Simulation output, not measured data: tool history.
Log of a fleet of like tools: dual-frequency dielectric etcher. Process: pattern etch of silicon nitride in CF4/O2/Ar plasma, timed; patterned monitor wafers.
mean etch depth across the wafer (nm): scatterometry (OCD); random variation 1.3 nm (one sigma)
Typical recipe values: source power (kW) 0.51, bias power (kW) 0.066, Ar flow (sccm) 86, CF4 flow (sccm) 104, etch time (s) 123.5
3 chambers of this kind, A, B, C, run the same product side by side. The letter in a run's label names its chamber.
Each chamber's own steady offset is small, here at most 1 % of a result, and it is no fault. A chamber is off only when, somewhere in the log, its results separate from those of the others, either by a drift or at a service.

| run | hour | source power (kW) | bias power (kW) | Ar flow (sccm) | CF4 flow (sccm) | etch time (s) | hours since the last wet clean | hours since the last source power generator calibration | hours since the last bias power generator calibration | hours since the last Ar flow controller change | hours since the last CF4 flow controller change | read-back reference wafer on the same gauge, depth_nm | mean etch depth across the wafer (nm) |
|---|---|---|---|---|---|---|---|---|---|---|---|---|---|
| 1C | 6 | 0.51 | 0.066 | 86 | 104 | 123.5 | 135.3 | 133.3 | 453.4 | 2657.7 | 2255.4 | 317.81 | 270.67 |
| 2A | 9.8 | 0.51 | 0.066 | 86 | 104 | 123.5 | 400.5 | 1733.4 | 1066.6 | 1476 | 2565.7 | 317.81 | 272.29 |
| 3B | 15.5 | 0.51 | 0.066 | 86 | 104 | 123.5 | 36.2 | 485.4 | 2777.8 | 1388.2 | 609.1 | 317.98 | 269.92 |
| 4C | 20.3 | 0.51 | 0.066 | 86 | 104 | 123.5 | 149.6 | 147.6 | 467.7 | 2672 | 2269.7 | 317.97 | 269.95 |
| 5A | 24.9 | 0.51 | 0.066 | 86 | 104 | 123.5 | 415.6 | 1748.5 | 1081.7 | 1491.1 | 2580.8 | 318.42 | 274.14 |
| 6B | 31.8 | 0.46 | 0.066 | 86 | 104 | 123.5 | 52.5 | 501.7 | 2794.1 | 1404.5 | 625.4 | 318.5 | 248.56 |
| 7C | 36.9 | 0.46 | 0.066 | 86 | 104 | 123.5 | 166.2 | 164.2 | 484.3 | 2688.6 | 2286.3 | 317.72 | 246.03 |
| 8B | 42.4 | 0.46 | 0.066 | 86 | 104 | 123.5 | 63.1 | 512.3 | 2804.7 | 1415.1 | 636 | 318.07 | 248.7 |
| 9A | 47.8 | 0.51 | 0.066 | 86 | 104 | 123.5 | 438.5 | 1771.4 | 1104.6 | 1514 | 2603.7 | 317.81 | 273.53 |
| 10C | 53.6 | 0.51 | 0.066 | 86 | 104 | 123.5 | 182.9 | 180.9 | 501 | 2705.3 | 2303 | 318.04 | 272.09 |
| 11B | 57.3 | 0.51 | 0.066 | 86 | 104 | 123.5 | 78 | 527.2 | 2819.6 | 1430 | 650.9 | 318.1 | 268.43 |
|  | 60.2 | chamber A: wet clean of the chamber |
| 12A | 61.7 | 0.51 | 0.066 | 86 | 104 | 123.5 | 1.6 | 1785.3 | 1118.5 | 1527.9 | 2617.6 | 318.14 | 272.56 |
| 13B | 66 | 0.51 | 0.066 | 68 | 104 | 123.5 | 86.7 | 535.9 | 2828.3 | 1438.7 | 659.6 | 317.38 | 274.7 |
| 14A | 70.3 | 0.51 | 0.066 | 68 | 104 | 123.5 | 10.2 | 1793.9 | 1127.1 | 1536.5 | 2626.2 | 318.38 | 279 |
| 15C | 76.7 | 0.51 | 0.066 | 68 | 104 | 123.5 | 206 | 204 | 524.1 | 2728.4 | 2326.1 | 317.84 | 279 |
| 16B | 82.8 | 0.51 | 0.066 | 86 | 104 | 123.5 | 103.5 | 552.7 | 2845.1 | 1455.5 | 676.4 | 317.97 | 268.9 |
| 17C | 88.4 | 0.51 | 0.066 | 86 | 104 | 123.5 | 217.7 | 215.7 | 535.8 | 2740.1 | 2337.8 | 318.17 | 276.91 |
| 18A | 94.1 | 0.51 | 0.066 | 86 | 104 | 123.5 | 34 | 1817.7 | 1150.9 | 1560.3 | 2650 | 318.07 | 273.67 |
| 19B | 101.1 | 0.51 | 0.066 | 86 | 104 | 123.5 | 121.8 | 571 | 2863.4 | 1473.8 | 694.7 | 318.15 | 268.06 |
| 20A | 104.9 | 0.51 | 0.066 | 86 | 104 | 123.5 | 44.8 | 1828.5 | 1161.7 | 1571.1 | 2660.8 | 317.94 | 273.24 |
| 21C | 112 | 0.51 | 0.066 | 86 | 104 | 123.5 | 241.3 | 239.3 | 559.4 | 2763.7 | 2361.4 | 317.94 | 277.28 |
| 22B | 116.1 | 0.51 | 0.066 | 86 | 104 | 123.5 | 136.8 | 586 | 2878.4 | 1488.8 | 709.7 | 317.95 | 267.59 |
| 23C | 122.9 | 0.51 | 0.066 | 86 | 104 | 123.5 | 252.2 | 250.2 | 570.3 | 2774.6 | 2372.3 | 317.9 | 276.72 |
| 24A | 129.8 | 0.51 | 0.066 | 86 | 104 | 123.5 | 69.7 | 1853.4 | 1186.6 | 1596 | 2685.7 | 318.06 | 277.05 |
| 25C | 137.2 | 0.51 | 0.066 | 86 | 104 | 123.5 | 266.5 | 264.5 | 584.6 | 2788.9 | 2386.6 | 318.06 | 275.33 |
| 26B | 145.2 | 0.51 | 0.066 | 86 | 104 | 123.5 | 165.9 | 615.1 | 2907.5 | 1517.9 | 738.8 | 318.25 | 267.9 |
| 27A | 151.4 | 0.51 | 0.066 | 86 | 104 | 123.5 | 91.3 | 1875 | 1208.2 | 1617.6 | 2707.3 | 318.07 | 273.3 |
| 28B | 157.2 | 0.51 | 0.066 | 86 | 104 | 123.5 | 177.9 | 627.1 | 2919.5 | 1529.9 | 750.8 | 317.76 | 270.75 |
| 29A | 162.8 | 0.51 | 0.066 | 86 | 104 | 123.5 | 102.7 | 1886.4 | 1219.6 | 1629 | 2718.7 | 318.18 | 274.13 |
| 30C | 167.5 | 0.51 | 0.066 | 86 | 104 | 123.5 | 296.8 | 294.8 | 614.9 | 2819.2 | 2416.9 | 317.64 | 280.55 |

One chamber off, gauge drift, or nothing amiss beyond the chambers' own small offsets? If it is a chamber, which one, and what is the likeliest cause?

Little by little, chamber C moves away from the other chambers.
What lies behind it: etch rate over this chamber's usual, % = 3.7.
The log might look much the same if the cause were instead: source power that arrives over what is set, %.

Which of the 4 candidates below, each the usual settings with something changed and its results left as question marks, puts chamber C back in line with what the other chambers give on the usual settings?
To be in line, a result may differ from the other chambers' mean on the usual settings by at most: mean etch depth across the wafer (nm) 4.5
| 31C-1 | 173.3 | 0.5 | 0.065 | 86 | 104 | 118.5 |  |  |  |  |  |  | ? |
| 31C-2 | 173.3 | 0.52 | 0.067 | 86 | 104 | 128 |  |  |  |  |  |  | ? |
| 31C-3 | 173.3 | 0.5 | 0.066 | 86 | 104 | 121 |  |  |  |  |  |  | ? |
| 31C-4 | 173.3 | 0.53 | 0.066 | 86 | 104 | 123.5 |  |  |  |  |  |  | ? |

Usual-settings mean across the other chambers: mean etch depth across the wafer (nm) 271.21
| run | mean etch depth across the wafer (nm) |
|---|---|
| 31C-1 | 262.41 |
| 31C-2 | 296.82 |
| 31C-3 | 269.52 |
| 31C-4 | 289.54 |
Change 31C-3 lands the chamber within the allowed miss of the other chambers.
